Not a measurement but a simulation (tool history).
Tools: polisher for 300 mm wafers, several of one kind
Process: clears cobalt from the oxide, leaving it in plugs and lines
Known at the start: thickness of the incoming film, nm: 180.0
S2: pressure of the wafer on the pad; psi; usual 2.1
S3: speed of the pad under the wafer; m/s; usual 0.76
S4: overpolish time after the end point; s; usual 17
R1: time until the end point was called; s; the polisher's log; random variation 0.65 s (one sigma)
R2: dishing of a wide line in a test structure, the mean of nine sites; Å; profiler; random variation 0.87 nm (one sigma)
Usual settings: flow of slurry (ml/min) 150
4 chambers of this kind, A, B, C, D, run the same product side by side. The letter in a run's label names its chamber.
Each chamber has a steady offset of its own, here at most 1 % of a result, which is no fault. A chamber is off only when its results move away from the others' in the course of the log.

Run 1B, day 0.304: usual settings. Result: R1 40.538 s, R2 420.12 Å.
Run 2C, day 0.925: usual settings. Result: R1 40.834 s, R2 420.01 Å.
At day 1.088: chamber D: worn pad replaced by a new one.
At day 1.1: chamber C: worn pad replaced by a new one.
Run 3D, day 1.338: usual settings. Result: R1 39.086 s, R2 423.05 Å.
At day 1.508: chamber B: slurry nozzle cleaned.
Run 4A, day 1.746: usual settings. Result: R1 39.221 s, R2 427.29 Å.
Run 5C, day 2.208: usual settings. Result: R1 38.768 s, R2 417.25 Å.
At day 2.458: chamber A: worn pad replaced by a new one.
At day 2.504: chamber B: worn pad replaced by a new one.
Run 6B, day 2.633: usual settings. Result: R1 39.247 s, R2 413.16 Å.
Run 7D, day 3.175: usual settings but S4 9 s. Result: R1 38.803 s, R2 291.86 Å.
Run 8A, day 3.612: usual settings but S4 9 s. Result: R1 38.491 s, R2 283.95 Å.
At day 3.654: chamber C: head pressure recalibrated.
Run 9B, day 4.05: usual settings but S4 9 s. Result: R1 40.346 s, R2 286.8 Å.
At day 4.221: chamber C: worn pad replaced by a new one.
Run 10C, day 4.554: usual settings but S4 9 s. Result: R1 39.466 s, R2 287.87 Å.
At day 4.592: chamber D: worn pad replaced by a new one.
Run 11D, day 4.85: usual settings but flow of slurry (ml/min) 180, S2 2.7 psi. Result: R1 29.438 s, R2 473.96 Å.
Run 12A, day 5.35: usual settings but flow of slurry (ml/min) 180, S2 2.7 psi. Result: R1 29.373 s, R2 469.96 Å.
At day 5.546: chamber A: worn pad replaced by a new one.
Run 13C, day 5.775: usual settings but flow of slurry (ml/min) 180, S2 2.7 psi. Result: R1 29.881 s, R2 468.11 Å.
Run 14A, day 6.233: usual settings but flow of slurry (ml/min) 180, S2 2.7 psi. Result: R1 28.993 s, R2 466.65 Å.
At day 6.508: chamber B: worn pad replaced by a new one.
Run 15D, day 6.846: usual settings. Result: R1 39.649 s, R2 410.36 Å.
Run 16B, day 7.375: usual settings but flow of slurry (ml/min) 180, S4 20 s. Result: R1 38.427 s, R2 462.77 Å.
At day 7.558: chamber C: worn pad replaced by a new one.
Run 17A, day 7.671: usual settings but flow of slurry (ml/min) 180, S4 20 s. Result: R1 37.745 s, R2 469.25 Å.
At day 8.162: chamber D: worn pad replaced by a new one.
Run 18D, day 8.167: usual settings but flow of slurry (ml/min) 180, S4 20 s. Result: R1 38.857 s, R2 449.92 Å.
At day 8.296: chamber A: worn pad replaced by a new one.
Run 19C, day 8.508: usual settings but flow of slurry (ml/min) 180, S4 20 s. Result: R1 38.426 s, R2 461.41 Å.
At day 8.967: chamber D: head pressure recalibrated.
Run 20B, day 9: usual settings. Result: R1 39.528 s, R2 420.52 Å.
Run 21A, day 9.579: usual settings. Result: R1 38.586 s, R2 407.36 Å.
Run 22D, day 10.142: usual settings but flow of slurry (ml/min) 130, S4 8 s. Result: R1 40.342 s, R2 258.07 Å.
At day 10.204: chamber C: worn pad replaced by a new one.
Run 23B, day 10.608: usual settings but flow of slurry (ml/min) 130, S4 8 s. Result: R1 40.844 s, R2 265.24 Å.
Run 24C, day 11.004: usual settings but flow of slurry (ml/min) 130, S4 8 s. Result: R1 42.527 s, R2 261.58 Å.
At day 11.225: chamber A: worn pad replaced by a new one.
At day 11.288: chamber A: head pressure recalibrated.
At day 11.342: chamber B: worn pad replaced by a new one.
Run 25A, day 11.55: usual settings but flow of slurry (ml/min) 130, S4 8 s. Result: R1 39.278 s, R2 256.99 Å.
At day 11.842: chamber D: worn pad replaced by a new one.
Run 26B, day 12.038: usual settings. Result: R1 39.01 s, R2 411.66 Å.
Run 27D, day 12.6: usual settings. Result: R1 38.422 s, R2 423.09 Å.
At day 12.65: chamber A: slurry nozzle cleaned.
Run 28C, day 13.062: usual settings. Result: R1 42.809 s, R2 412.64 Å.
At day 13.158: chamber C: worn pad replaced by a new one.
Run 29D, day 13.354: usual settings. Result: R1 39.627 s, R2 408.98 Å.
Run 30C, day 13.65: usual settings. Result: R1 42.051 s, R2 405.67 Å.
At day 13.971: chamber A: worn pad replaced by a new one.
Run 31A, day 14.062: usual settings. Result: R1 39.117 s, R2 425.67 Å.
Run 32B, day 14.383: usual settings. Result: R1 40.497 s, R2 416.8 Å.
Run 33B, day 14.683: usual settings. Result: R1 39.32 s, R2 437.04 Å.

All 4 chambers run these settings next. Forecast each chamber's results:
Run 34A, day 15.129: usual settings but S3 0.52 m/s. Result: R1 ?, R2 ?.
Run 34B, day 15.129: usual settings but S3 0.52 m/s. Result: R1 ?, R2 ?.
Run 34C, day 15.129: usual settings but S3 0.52 m/s. Result: R1 ?, R2 ?.
Run 34D, day 15.129: usual settings but S3 0.52 m/s. Result: R1 ?, R2 ?.

run      R1      R2
34A  55.773  344.99
34B  58.996  348.23
34C   64.49  321.42
34D   58.18  345.18
